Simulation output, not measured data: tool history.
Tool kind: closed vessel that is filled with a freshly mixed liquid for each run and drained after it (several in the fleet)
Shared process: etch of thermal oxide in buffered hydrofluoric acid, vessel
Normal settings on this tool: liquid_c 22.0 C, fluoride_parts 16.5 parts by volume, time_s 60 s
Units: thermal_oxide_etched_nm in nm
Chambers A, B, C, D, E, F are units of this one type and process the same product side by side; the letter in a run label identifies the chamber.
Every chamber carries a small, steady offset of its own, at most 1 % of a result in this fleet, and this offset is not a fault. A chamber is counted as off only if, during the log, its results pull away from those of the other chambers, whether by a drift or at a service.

run,hour,liquid_c,fluoride_parts,time_s,hours since the thermometer was replaced,hours since the hydrofluoric acid flow meter was replaced,"read-back film thickness of the thermal oxide reference wafer, read on the same gauge (nm)",thermal_oxide_etched_nm
1F,2.7,22.0,16.5,60,1397.5,319.0,39.987,39.513
2A,5.0,22.0,16.5,60,88.2,1116.3,39.972,38.767
3B,7.7,22.0,16.5,60,1309.7,46.7,39.964,39.730
4D,10.9,22.0,16.5,60,1126.8,625.4,39.974,39.374
5E,13.2,22.0,16.5,60,2024.6,812.8,40.000,39.152
6C,16.4,19.0,16.5,35,457.1,428.8,39.991,19.520
7B,19.7,19.0,16.5,35,1321.7,58.7,40.011,19.677
8A,23.6,19.0,16.5,35,106.8,1134.9,40.043,19.190
9C,26.0,19.0,16.5,35,466.7,438.4,40.042,19.341
10E,29.0,19.0,16.5,35,2040.4,828.6,40.046,19.561
11D,31.9,19.0,16.5,35,1147.8,646.4,40.056,19.533
12F,34.1,22.0,16.5,60,1428.9,350.4,40.021,39.268
13A,36.3,22.0,16.5,60,119.5,1147.6,39.960,38.930
14F,39.9,22.0,16.5,60,1434.7,356.2,40.026,39.336
15D,42.5,25.0,16.5,60,1158.4,657.0,39.993,46.244
16B,44.9,25.0,16.5,60,1346.9,83.9,40.025,46.570
17E,49.4,25.0,16.5,60,2060.8,849.0,40.014,46.725
18C,53.0,25.0,16.5,60,493.7,465.4,39.991,46.207
19C,55.3,25.0,16.5,60,496.0,467.7,40.023,46.286
20A,59.0,25.0,16.5,60,142.2,1170.3,39.965,46.216
21E,61.6,26.5,16.5,60,2073.0,861.2,39.953,50.222
22B,64.5,26.5,16.5,60,1366.5,103.5,39.961,50.788
23F,67.7,26.5,16.5,60,1462.5,384.0,39.963,50.632
24D,70.5,26.5,16.5,60,1186.4,685.0,40.010,49.550
25F,73.2,26.5,16.5,60,1468.0,389.5,40.051,50.188
26A,75.3,26.5,16.5,60,158.5,1186.6,39.955,50.000
27C,78.9,22.0,16.5,60,519.6,491.3,40.022,39.224
28E,81.7,22.0,16.5,60,2093.1,881.3,39.957,39.543
29B,85.0,22.0,16.5,60,1387.0,124.0,39.987,39.398
30D,88.3,22.0,16.5,30,1204.2,702.8,39.982,19.141
31B,91.9,22.0,16.5,30,1393.9,130.9,40.012,19.814
32F,94.4,22.0,16.5,30,1489.2,410.7,40.045,19.718
33E,98.3,22.0,16.5,30,2109.7,897.9,40.024,19.603
34D,100.9,22.0,16.5,30,1216.8,715.4,39.994,19.022
35C,103.0,22.0,16.5,30,543.7,515.4,39.957,19.885
36A,106.3,22.0,16.5,60,189.5,1217.6,40.049,39.311
37C,110.0,22.0,16.5,60,550.7,522.4,40.003,39.485
38D,112.8,22.0,16.5,60,1228.7,727.3,39.978,37.328
39A,115.2,22.0,16.5,60,198.4,1226.5,39.975,39.117
40B,119.1,22.0,16.5,60,1421.1,158.1,40.008,39.906
41F,123.2,22.0,16.5,60,1518.0,439.5,39.978,39.288
42E,125.5,22.0,16.5,60,2136.9,925.1,39.969,38.956

Next, every chamber runs the same settings. What will each give?
43A,128.8,22.0,16.5,40,,,,?
43B,128.8,22.0,16.5,40,,,,?
43C,128.8,22.0,16.5,40,,,,?
43D,128.8,22.0,16.5,40,,,,?
43E,128.8,22.0,16.5,40,,,,?
43F,128.8,22.0,16.5,40,,,,?

run,thermal_oxide_etched_nm
43A,25.902
43B,26.334
43C,26.282
43D,24.632
43E,26.222
43F,26.262
